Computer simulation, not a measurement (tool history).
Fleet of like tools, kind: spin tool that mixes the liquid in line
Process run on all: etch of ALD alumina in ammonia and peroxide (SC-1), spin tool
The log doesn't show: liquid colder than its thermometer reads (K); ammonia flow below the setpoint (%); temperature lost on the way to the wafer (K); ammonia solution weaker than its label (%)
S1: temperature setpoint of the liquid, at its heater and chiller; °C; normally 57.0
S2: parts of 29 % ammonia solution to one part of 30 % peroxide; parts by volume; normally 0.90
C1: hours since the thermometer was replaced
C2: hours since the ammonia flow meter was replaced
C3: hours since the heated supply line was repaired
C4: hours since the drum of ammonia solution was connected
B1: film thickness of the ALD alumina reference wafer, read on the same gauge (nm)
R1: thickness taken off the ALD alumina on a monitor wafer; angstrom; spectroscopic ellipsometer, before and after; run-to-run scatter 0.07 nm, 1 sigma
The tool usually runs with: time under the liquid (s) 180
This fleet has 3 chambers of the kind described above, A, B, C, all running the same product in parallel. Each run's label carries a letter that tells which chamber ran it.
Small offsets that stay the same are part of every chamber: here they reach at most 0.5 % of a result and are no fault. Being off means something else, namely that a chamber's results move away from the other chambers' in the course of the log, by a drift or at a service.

{"run": "1C", "hour": 3.7, "S1": 57.0, "S2": 0.9, "time under the liquid (s)": 180, "C1": 226.1, "C2": 833.3, "C3": 1339.0, "C4": 92.1, "B1": 99.999, "R1": 80.658}
{"run": "2A", "hour": 8.3, "S1": 57.0, "S2": 0.9, "time under the liquid (s)": 180, "C1": 112.3, "C2": 1587.7, "C3": 716.2, "C4": 966.3, "B1": 100.01, "R1": 79.944}
{"run": "3B", "hour": 13.4, "S1": 57.0, "S2": 0.9, "time under the liquid (s)": 180, "C1": 270.9, "C2": 632.8, "C3": 2589.6, "C4": 209.3, "B1": 99.978, "R1": 80.213}
{"hour": 16.7, "done": "chamber B: new drum of ammonia solution connected"}
{"run": "4B", "hour": 18.7, "S1": 57.0, "S2": 0.9, "time under the liquid (s)": 180, "C1": 276.2, "C2": 638.1, "C3": 2594.9, "C4": 2.0, "B1": 100.03, "R1": 80.45}
{"run": "5A", "hour": 22.9, "S1": 57.0, "S2": 0.9, "time under the liquid (s)": 180, "C1": 126.9, "C2": 1602.3, "C3": 730.8, "C4": 980.9, "B1": 100.01, "R1": 79.907}
{"run": "6C", "hour": 25.8, "S1": 57.0, "S2": 0.55, "time under the liquid (s)": 240, "C1": 248.2, "C2": 855.4, "C3": 1361.1, "C4": 114.2, "B1": 99.998, "R1": 102.83}
{"run": "7C", "hour": 30.2, "S1": 57.0, "S2": 0.55, "time under the liquid (s)": 240, "C1": 252.6, "C2": 859.8, "C3": 1365.5, "C4": 118.6, "B1": 100.0, "R1": 103.85}
{"run": "8B", "hour": 33.7, "S1": 57.0, "S2": 0.55, "time under the liquid (s)": 240, "C1": 291.2, "C2": 653.1, "C3": 2609.9, "C4": 17.0, "B1": 100.01, "R1": 103.37}
{"run": "9A", "hour": 37.8, "S1": 57.0, "S2": 0.9, "time under the liquid (s)": 180, "C1": 141.8, "C2": 1617.2, "C3": 745.7, "C4": 995.8, "B1": 99.975, "R1": 80.558}
{"run": "10C", "hour": 42.4, "S1": 57.0, "S2": 0.9, "time under the liquid (s)": 180, "C1": 264.8, "C2": 872.0, "C3": 1377.7, "C4": 130.8, "B1": 100.02, "R1": 80.018}
{"run": "11B", "hour": 47.8, "S1": 57.0, "S2": 0.9, "time under the liquid (s)": 180, "C1": 305.3, "C2": 667.2, "C3": 2624.0, "C4": 31.1, "B1": 99.988, "R1": 81.344}
{"run": "12A", "hour": 52.9, "S1": 57.0, "S2": 0.9, "time under the liquid (s)": 180, "C1": 156.9, "C2": 1632.3, "C3": 760.8, "C4": 1010.9, "B1": 99.996, "R1": 80.592}
{"run": "13A", "hour": 58.0, "S1": 61.0, "S2": 0.9, "time under the liquid (s)": 215, "C1": 162.0, "C2": 1637.4, "C3": 765.9, "C4": 1016.0, "B1": 99.978, "R1": 117.17}
{"run": "14B", "hour": 62.9, "S1": 61.0, "S2": 0.9, "time under the liquid (s)": 215, "C1": 320.4, "C2": 682.3, "C3": 2639.1, "C4": 46.2, "B1": 99.988, "R1": 117.71}
{"run": "15C", "hour": 66.0, "S1": 61.0, "S2": 0.9, "time under the liquid (s)": 215, "C1": 288.4, "C2": 895.6, "C3": 1401.3, "C4": 154.4, "B1": 100.05, "R1": 118.66}
{"run": "16A", "hour": 70.4, "S1": 57.0, "S2": 0.9, "time under the liquid (s)": 180, "C1": 174.4, "C2": 1649.8, "C3": 778.3, "C4": 1028.4, "B1": 99.982, "R1": 79.618}
{"run": "17C", "hour": 75.0, "S1": 57.0, "S2": 0.7, "time under the liquid (s)": 235, "C1": 297.4, "C2": 904.6, "C3": 1410.3, "C4": 163.4, "B1": 100.01, "R1": 103.73}
{"run": "18B", "hour": 79.5, "S1": 57.0, "S2": 0.7, "time under the liquid (s)": 235, "C1": 337.0, "C2": 698.9, "C3": 2655.7, "C4": 62.8, "B1": 99.995, "R1": 102.86}
{"run": "19C", "hour": 82.4, "S1": 57.0, "S2": 0.7, "time under the liquid (s)": 235, "C1": 304.8, "C2": 912.0, "C3": 1417.7, "C4": 170.8, "B1": 99.999, "R1": 100.5}
{"run": "20A", "hour": 87.0, "S1": 57.0, "S2": 0.9, "time under the liquid (s)": 180, "C1": 191.0, "C2": 1666.4, "C3": 794.9, "C4": 1045.0, "B1": 100.0, "R1": 79.932}
{"run": "21B", "hour": 89.5, "S1": 57.0, "S2": 0.9, "time under the liquid (s)": 180, "C1": 347.0, "C2": 708.9, "C3": 2665.7, "C4": 72.8, "B1": 100.02, "R1": 79.74}
{"run": "22B", "hour": 95.1, "S1": 54.0, "S2": 0.9, "time under the liquid (s)": 180, "C1": 352.6, "C2": 714.5, "C3": 2671.3, "C4": 78.4, "B1": 99.948, "R1": 69.206}
{"run": "23C", "hour": 99.4, "S1": 54.0, "S2": 0.9, "time under the liquid (s)": 180, "C1": 321.8, "C2": 929.0, "C3": 1434.7, "C4": 187.8, "B1": 99.98, "R1": 66.97}
{"run": "24A", "hour": 103.9, "S1": 54.0, "S2": 0.9, "time under the liquid (s)": 180, "C1": 207.9, "C2": 1683.3, "C3": 811.8, "C4": 1061.9, "B1": 100.0, "R1": 68.366}
{"run": "25B", "hour": 108.3, "S1": 57.0, "S2": 0.9, "time under the liquid (s)": 180, "C1": 365.8, "C2": 727.7, "C3": 2684.5, "C4": 91.6, "B1": 99.971, "R1": 81.359}
{"hour": 112.4, "done": "chamber C: ammonia flow meter replaced"}
{"run": "26A", "hour": 113.4, "S1": 57.0, "S2": 1.2, "time under the liquid (s)": 245, "C1": 217.4, "C2": 1692.8, "C3": 821.3, "C4": 1071.4, "B1": 100.01, "R1": 110.92}
{"run": "27C", "hour": 117.4, "S1": 57.0, "S2": 1.2, "time under the liquid (s)": 245, "C1": 339.8, "C2": 5.0, "C3": 1452.7, "C4": 205.8, "B1": 100.01, "R1": 109.02}
{"run": "28B", "hour": 120.8, "S1": 57.0, "S2": 1.2, "time under the liquid (s)": 245, "C1": 378.3, "C2": 740.2, "C3": 2697.0, "C4": 104.1, "B1": 99.976, "R1": 112.18}
{"run": "29C", "hour": 125.3, "S1": 49.5, "S2": 0.9, "time under the liquid (s)": 135, "C1": 347.7, "C2": 12.9, "C3": 1460.6, "C4": 213.7, "B1": 99.993, "R1": 39.382}
{"run": "30A", "hour": 130.2, "S1": 49.5, "S2": 0.9, "time under the liquid (s)": 135, "C1": 234.2, "C2": 1709.6, "C3": 838.1, "C4": 1088.2, "B1": 100.0, "R1": 39.648}
{"run": "31A", "hour": 134.8, "S1": 49.5, "S2": 0.9, "time under the liquid (s)": 135, "C1": 238.8, "C2": 1714.2, "C3": 842.7, "C4": 1092.8, "B1": 100.03, "R1": 40.079}
{"run": "32B", "hour": 139.3, "S1": 57.0, "S2": 0.9, "time under the liquid (s)": 180, "C1": 396.8, "C2": 758.7, "C3": 2715.5, "C4": 122.6, "B1": 99.998, "R1": 80.272}
{"run": "33C", "hour": 142.5, "S1": 52.0, "S2": 0.9, "time under the liquid (s)": 180, "C1": 364.9, "C2": 30.1, "C3": 1477.8, "C4": 230.9, "B1": 99.967, "R1": 58.701}
{"run": "34B", "hour": 147.5, "S1": 52.0, "S2": 0.9, "time under the liquid (s)": 180, "C1": 405.0, "C2": 766.9, "C3": 2723.7, "C4": 130.8, "B1": 100.0, "R1": 60.987}
{"run": "35A", "hour": 150.5, "S1": 52.0, "S2": 0.9, "time under the liquid (s)": 180, "C1": 254.5, "C2": 1729.9, "C3": 858.4, "C4": 1108.5, "B1": 100.04, "R1": 60.857}
{"run": "36C", "hour": 155.7, "S1": 57.0, "S2": 0.9, "time under the liquid (s)": 180, "C1": 378.1, "C2": 43.3, "C3": 1491.0, "C4": 244.1, "B1": 100.0, "R1": 75.453}
{"run": "37B", "hour": 161.0, "S1": 57.0, "S2": 0.55, "time under the liquid (s)": 80, "C1": 418.5, "C2": 780.4, "C3": 2737.2, "C4": 144.3, "B1": 100.04, "R1": 34.369}
{"run": "38C", "hour": 163.6, "S1": 57.0, "S2": 0.55, "time under the liquid (s)": 80, "C1": 386.0, "C2": 51.2, "C3": 1498.9, "C4": 252.0, "B1": 100.03, "R1": 31.661}
{"run": "39A", "hour": 167.0, "S1": 57.0, "S2": 0.55, "time under the liquid (s)": 80, "C1": 271.0, "C2": 1746.4, "C3": 874.9, "C4": 1125.0, "B1": 99.988, "R1": 33.693}

One chamber off, gauge drift, or nothing amiss beyond the chambers' own small offsets? If it is a chamber, which one, and what is the likeliest cause?

One chamber, C, drifts off from the rest bit by bit.
Cause: liquid colder than its thermometer reads (K) = 1.34.
The log may not tell that from: temperature lost on the way to the wafer (K).

Here are 4 candidates for chamber C's next run, each the usual settings with a change, their results left as question marks. Which one brings its results back in line with what the others give on the usual settings?
Counts as in line when no further than this from what the other chambers average on the usual settings: R1 2.400 angstrom
{"run": "40C-1", "hour": 171.0, "S1": 57.0, "S2": 1.0, "time under the liquid (s)": 180, "R1": "?"}
{"run": "40C-2", "hour": 171.0, "S1": 57.0, "S2": 0.9, "time under the liquid (s)": 170, "R1": "?"}
{"run": "40C-3", "hour": 171.0, "S1": 58.5, "S2": 0.9, "time under the liquid (s)": 180, "R1": "?"}
{"run": "40C-4", "hour": 171.0, "S1": 57.0, "S2": 0.8, "time under the liquid (s)": 180, "R1": "?"}

Usual-settings mean across the other chambers: R1 80.166 angstrom
run=40C-1 R1=75.968
run=40C-2 R1=71.026
run=40C-3 R1=81.250
run=40C-4 R1=74.359
The answer is 40C-3, which returns the chamber to within the allowed miss of the others.
